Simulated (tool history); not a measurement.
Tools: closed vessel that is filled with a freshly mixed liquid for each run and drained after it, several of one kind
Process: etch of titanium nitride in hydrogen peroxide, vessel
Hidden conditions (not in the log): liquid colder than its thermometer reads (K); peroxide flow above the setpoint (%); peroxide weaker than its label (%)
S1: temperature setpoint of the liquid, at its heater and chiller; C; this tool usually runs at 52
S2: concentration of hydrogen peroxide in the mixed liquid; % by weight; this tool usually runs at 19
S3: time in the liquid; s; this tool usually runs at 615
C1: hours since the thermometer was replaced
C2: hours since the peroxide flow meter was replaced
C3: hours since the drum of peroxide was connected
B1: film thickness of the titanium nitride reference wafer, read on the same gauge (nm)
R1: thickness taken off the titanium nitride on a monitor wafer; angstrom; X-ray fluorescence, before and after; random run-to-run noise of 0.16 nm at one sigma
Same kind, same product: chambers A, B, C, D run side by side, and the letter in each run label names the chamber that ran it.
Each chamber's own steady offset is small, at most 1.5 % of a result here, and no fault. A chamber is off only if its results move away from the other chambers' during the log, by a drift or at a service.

{"run": "1D", "hour": 6.2, "S1": 52, "S2": 19, "S3": 615, "C1": 1017.8, "C2": 20.8, "C3": 12.5, "B1": 89.993, "R1": 362.41}
{"run": "2A", "hour": 10.1, "S1": 52, "S2": 19, "S3": 615, "C1": 1973.7, "C2": 142.6, "C3": 1117, "B1": 90.003, "R1": 372.62}
{"run": "3C", "hour": 15.3, "S1": 52, "S2": 19, "S3": 615, "C1": 240.5, "C2": 324.5, "C3": 427.3, "B1": 89.992, "R1": 369.42}
{"run": "4B", "hour": 20.8, "S1": 52, "S2": 19, "S3": 615, "C1": 1342.3, "C2": 130.5, "C3": 211.2, "B1": 89.99, "R1": 366.43}
{"run": "5A", "hour": 26.3, "S1": 46, "S2": 19, "S3": 830, "C1": 1989.9, "C2": 158.8, "C3": 1133.2, "B1": 89.978, "R1": 324.25}
{"run": "6D", "hour": 29.9, "S1": 46, "S2": 19, "S3": 830, "C1": 1041.5, "C2": 44.5, "C3": 36.2, "B1": 89.969, "R1": 319.71}
{"run": "7B", "hour": 36.4, "S1": 46, "S2": 19, "S3": 830, "C1": 1357.9, "C2": 146.1, "C3": 226.8, "B1": 90.043, "R1": 321.96}
{"run": "8C", "hour": 41.3, "S1": 46, "S2": 19, "S3": 830, "C1": 266.5, "C2": 350.5, "C3": 453.3, "B1": 90.041, "R1": 323.41}
{"run": "9B", "hour": 46.1, "S1": 52, "S2": 19, "S3": 615, "C1": 1367.6, "C2": 155.8, "C3": 236.5, "B1": 90.026, "R1": 366.31}
{"run": "10D", "hour": 51.4, "S1": 44, "S2": 19, "S3": 385, "C1": 1063, "C2": 66, "C3": 57.7, "B1": 89.992, "R1": 126.34}
{"run": "11A", "hour": 55.7, "S1": 44, "S2": 19, "S3": 385, "C1": 2019.3, "C2": 188.2, "C3": 1162.6, "B1": 89.978, "R1": 127.85}
{"run": "12C", "hour": 60.0, "S1": 44, "S2": 19, "S3": 385, "C1": 285.2, "C2": 369.2, "C3": 472, "B1": 90.009, "R1": 130.32}
{"run": "13B", "hour": 65.8, "S1": 44, "S2": 19, "S3": 385, "C1": 1387.3, "C2": 175.5, "C3": 256.2, "B1": 90.054, "R1": 129.76}
{"run": "14C", "hour": 70.6, "S1": 52, "S2": 19, "S3": 615, "C1": 295.8, "C2": 379.8, "C3": 482.6, "B1": 89.986, "R1": 369.79}
{"run": "15A", "hour": 76.0, "S1": 52, "S2": 19, "S3": 615, "C1": 2039.6, "C2": 208.5, "C3": 1182.9, "B1": 90.012, "R1": 367.51}
{"run": "16D", "hour": 81.7, "S1": 52, "S2": 19, "S3": 615, "C1": 1093.3, "C2": 96.3, "C3": 88, "B1": 90.011, "R1": 358.99}
{"hour": 81.9, "done": "chamber C: new drum of peroxide connected"}
{"run": "17C", "hour": 86.4, "S1": 52, "S2": 19, "S3": 940, "C1": 311.6, "C2": 395.6, "C3": 4.5, "B1": 90.012, "R1": 566.41}
{"run": "18B", "hour": 91.0, "S1": 52, "S2": 19, "S3": 940, "C1": 1412.5, "C2": 200.7, "C3": 281.4, "B1": 90.028, "R1": 559.23}
{"run": "19D", "hour": 96.0, "S1": 52, "S2": 19, "S3": 940, "C1": 1107.6, "C2": 110.6, "C3": 102.3, "B1": 90.028, "R1": 542.48}
{"run": "20A", "hour": 102.3, "S1": 52, "S2": 19, "S3": 940, "C1": 2065.9, "C2": 234.8, "C3": 1209.2, "B1": 90, "R1": 564.55}
{"run": "21C", "hour": 107.5, "S1": 52, "S2": 19, "S3": 615, "C1": 332.7, "C2": 416.7, "C3": 25.6, "B1": 90.069, "R1": 367.9}
{"run": "22D", "hour": 111.1, "S1": 52, "S2": 19, "S3": 615, "C1": 1122.7, "C2": 125.7, "C3": 117.4, "B1": 89.993, "R1": 352.01}
{"run": "23B", "hour": 116.6, "S1": 52, "S2": 19, "S3": 615, "C1": 1438.1, "C2": 226.3, "C3": 307, "B1": 90.023, "R1": 366.69}
{"run": "24A", "hour": 122.1, "S1": 52, "S2": 19, "S3": 615, "C1": 2085.7, "C2": 254.6, "C3": 1229, "B1": 90.017, "R1": 366.12}
{"run": "25B", "hour": 127.5, "S1": 52, "S2": 24, "S3": 615, "C1": 1449, "C2": 237.2, "C3": 317.9, "B1": 89.986, "R1": 386.8}
{"run": "26A", "hour": 133.2, "S1": 52, "S2": 24, "S3": 615, "C1": 2096.8, "C2": 265.7, "C3": 1240.1, "B1": 90.022, "R1": 388.54}
{"run": "27D", "hour": 139.3, "S1": 52, "S2": 24, "S3": 615, "C1": 1150.9, "C2": 153.9, "C3": 145.6, "B1": 90.011, "R1": 367.57}
{"run": "28C", "hour": 144.0, "S1": 52, "S2": 24, "S3": 615, "C1": 369.2, "C2": 453.2, "C3": 62.1, "B1": 90, "R1": 388.42}
{"run": "29B", "hour": 147.7, "S1": 52, "S2": 19, "S3": 615, "C1": 1469.2, "C2": 257.4, "C3": 338.1, "B1": 89.979, "R1": 367.37}
{"run": "30D", "hour": 151.3, "S1": 52, "S2": 19, "S3": 615, "C1": 1162.9, "C2": 165.9, "C3": 157.6, "B1": 90.018, "R1": 349.91}

For the next run the whole fleet of 4 chambers uses the same settings. Give each chamber's results:
{"run": "31A", "hour": 155.9, "S1": 52, "S2": 19, "S3": 855, "R1": "?"}
{"run": "31B", "hour": 155.9, "S1": 52, "S2": 19, "S3": 855, "R1": "?"}
{"run": "31C", "hour": 155.9, "S1": 52, "S2": 19, "S3": 855, "R1": "?"}
{"run": "31D", "hour": 155.9, "S1": 52, "S2": 19, "S3": 855, "R1": "?"}

run=31A R1=512.19
run=31B R1=511.42
run=31C R1=516.18
run=31D R1=480.51
